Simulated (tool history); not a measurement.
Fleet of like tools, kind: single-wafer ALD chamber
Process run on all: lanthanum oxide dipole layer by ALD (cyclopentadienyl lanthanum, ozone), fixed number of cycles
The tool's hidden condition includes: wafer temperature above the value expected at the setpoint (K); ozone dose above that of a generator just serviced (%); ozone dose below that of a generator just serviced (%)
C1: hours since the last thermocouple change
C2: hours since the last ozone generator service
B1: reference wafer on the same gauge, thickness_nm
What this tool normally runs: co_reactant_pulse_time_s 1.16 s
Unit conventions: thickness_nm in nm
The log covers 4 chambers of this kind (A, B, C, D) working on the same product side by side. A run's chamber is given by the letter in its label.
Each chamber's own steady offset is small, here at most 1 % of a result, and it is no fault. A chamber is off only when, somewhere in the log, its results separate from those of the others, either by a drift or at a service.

Run 1C, day 0.196: usual settings; C1 526.6; C2 740.9; B1 0.58483. Result: thickness_nm 0.52101 nm.
Run 2A, day 0.542: usual settings; C1 211.0; C2 454.6; B1 0.58489. Result: thickness_nm 0.52754 nm.
Run 3D, day 0.821: usual settings; C1 956.2; C2 1031.0; B1 0.58446. Result: thickness_nm 0.51666 nm.
Run 4B, day 1.108: usual settings; C1 249.9; C2 1351.7; B1 0.58499. Result: thickness_nm 0.51988 nm.
Run 5C, day 1.425: usual settings; C1 556.1; C2 770.4; B1 0.58525. Result: thickness_nm 0.52106 nm.
Run 6B, day 1.646: usual settings; C1 262.8; C2 1364.6; B1 0.58448. Result: thickness_nm 0.51931 nm.
Run 7D, day 1.975: usual settings; C1 983.9; C2 1058.7; B1 0.58477. Result: thickness_nm 0.51838 nm.
Run 8A, day 2.350: usual settings; C1 254.4; C2 498.0; B1 0.58483. Result: thickness_nm 0.52562 nm.
Run 9A, day 2.525: usual settings; C1 258.6; C2 502.2; B1 0.58449. Result: thickness_nm 0.52635 nm.
Run 10D, day 2.758: usual settings; C1 1002.7; C2 1077.5; B1 0.58486. Result: thickness_nm 0.52021 nm.
Run 11C, day 3.100: usual settings; C1 596.3; C2 810.6; B1 0.58516. Result: thickness_nm 0.52136 nm.
Run 12B, day 3.275: usual settings; C1 301.9; C2 1403.7; B1 0.58495. Result: thickness_nm 0.51828 nm.
Run 13D, day 3.496: usual settings; C1 1020.4; C2 1095.2; B1 0.58537. Result: thickness_nm 0.51570 nm.
Run 14A, day 3.812: usual settings; C1 289.5; C2 533.1; B1 0.58490. Result: thickness_nm 0.52980 nm.
Run 15B, day 4.162: usual settings; C1 323.2; C2 1425.0; B1 0.58526. Result: thickness_nm 0.51822 nm.
Run 16C, day 4.512: usual settings; C1 630.2; C2 844.5; B1 0.58514. Result: thickness_nm 0.52194 nm.
Run 17B, day 4.900: usual settings; C1 340.9; C2 1442.7; B1 0.58506. Result: thickness_nm 0.51778 nm.
Run 18D, day 5.238: usual settings; C1 1062.2; C2 1137.0; B1 0.58487. Result: thickness_nm 0.51713 nm.
Run 19C, day 5.550: usual settings; C1 655.1; C2 869.4; B1 0.58542. Result: thickness_nm 0.52068 nm.
Run 20A, day 5.754: usual settings but co_reactant_pulse_time_s 1.40 s; C1 336.1; C2 579.7; B1 0.58448. Result: thickness_nm 0.54635 nm.
Run 21B, day 5.958: usual settings but co_reactant_pulse_time_s 1.40 s; C1 366.3; C2 1468.1; B1 0.58480. Result: thickness_nm 0.54080 nm.
Run 22D, day 6.300: usual settings but co_reactant_pulse_time_s 1.40 s; C1 1087.7; C2 1162.5; B1 0.58524. Result: thickness_nm 0.53693 nm.
Run 23A, day 6.562: usual settings but co_reactant_pulse_time_s 1.40 s; C1 355.5; C2 599.1; B1 0.58506. Result: thickness_nm 0.54687 nm.
Run 24C, day 6.904: usual settings; C1 687.6; C2 901.9; B1 0.58506. Result: thickness_nm 0.52421 nm.
Run 25C, day 7.246: usual settings; C1 695.8; C2 910.1; B1 0.58503. Result: thickness_nm 0.52249 nm.
Run 26B, day 7.438: usual settings but co_reactant_pulse_time_s 0.92 s; C1 401.8; C2 1503.6; B1 0.58501. Result: thickness_nm 0.47741 nm.
Run 27A, day 7.654: usual settings but co_reactant_pulse_time_s 0.92 s; C1 381.7; C2 625.3; B1 0.58475. Result: thickness_nm 0.48976 nm.
Run 28D, day 7.862: usual settings but co_reactant_pulse_time_s 0.92 s; C1 1125.2; C2 1200.0; B1 0.58510. Result: thickness_nm 0.48255 nm.
Run 29D, day 8.188: usual settings but co_reactant_pulse_time_s 0.92 s; C1 1133.0; C2 1207.8; B1 0.58500. Result: thickness_nm 0.48373 nm.
Run 30A, day 8.442: usual settings; C1 400.6; C2 644.2; B1 0.58481. Result: thickness_nm 0.52376 nm.
Run 31B, day 8.808: usual settings; C1 434.7; C2 1536.5; B1 0.58556. Result: thickness_nm 0.51032 nm.
Run 32C, day 9.171: usual settings; C1 742.0; C2 956.3; B1 0.58539. Result: thickness_nm 0.52118 nm.
Run 33C, day 9.471: usual settings; C1 749.2; C2 963.5; B1 0.58492. Result: thickness_nm 0.52474 nm.
Run 34A, day 9.850: usual settings but co_reactant_pulse_time_s 1.31 s; C1 434.4; C2 678.0; B1 0.58507. Result: thickness_nm 0.53973 nm.
Run 35D, day 10.042: usual settings but co_reactant_pulse_time_s 1.31 s; C1 1177.5; C2 1252.3; B1 0.58489. Result: thickness_nm 0.53216 nm.
Run 36B, day 10.212: usual settings but co_reactant_pulse_time_s 1.31 s; C1 468.4; C2 1570.2; B1 0.58500. Result: thickness_nm 0.52456 nm.
Run 37D, day 10.575: usual settings but co_reactant_pulse_time_s 1.31 s; C1 1190.3; C2 1265.1; B1 0.58497. Result: thickness_nm 0.53189 nm.
Run 38B, day 10.804: usual settings but co_reactant_pulse_time_s 1.58 s; C1 482.6; C2 1584.4; B1 0.58500. Result: thickness_nm 0.54524 nm.
Run 39A, day 10.971: usual settings but co_reactant_pulse_time_s 1.58 s; C1 461.3; C2 704.9; B1 0.58523. Result: thickness_nm 0.55946 nm.
Run 40C, day 11.338: usual settings but co_reactant_pulse_time_s 1.58 s; C1 794.0; C2 1008.3; B1 0.58523. Result: thickness_nm 0.55699 nm.

Next, every chamber runs the same settings. What will each give?
Run 41A, day 11.612: usual settings but co_reactant_pulse_time_s 1.55 s. Result: thickness_nm ?.
Run 41B, day 11.612: usual settings but co_reactant_pulse_time_s 1.55 s. Result: thickness_nm ?.
Run 41C, day 11.612: usual settings but co_reactant_pulse_time_s 1.55 s. Result: thickness_nm ?.
Run 41D, day 11.612: usual settings but co_reactant_pulse_time_s 1.55 s. Result: thickness_nm ?.

run  thickness_nm
41A       0.55552
41B       0.53716
41C       0.55456
41D       0.54910
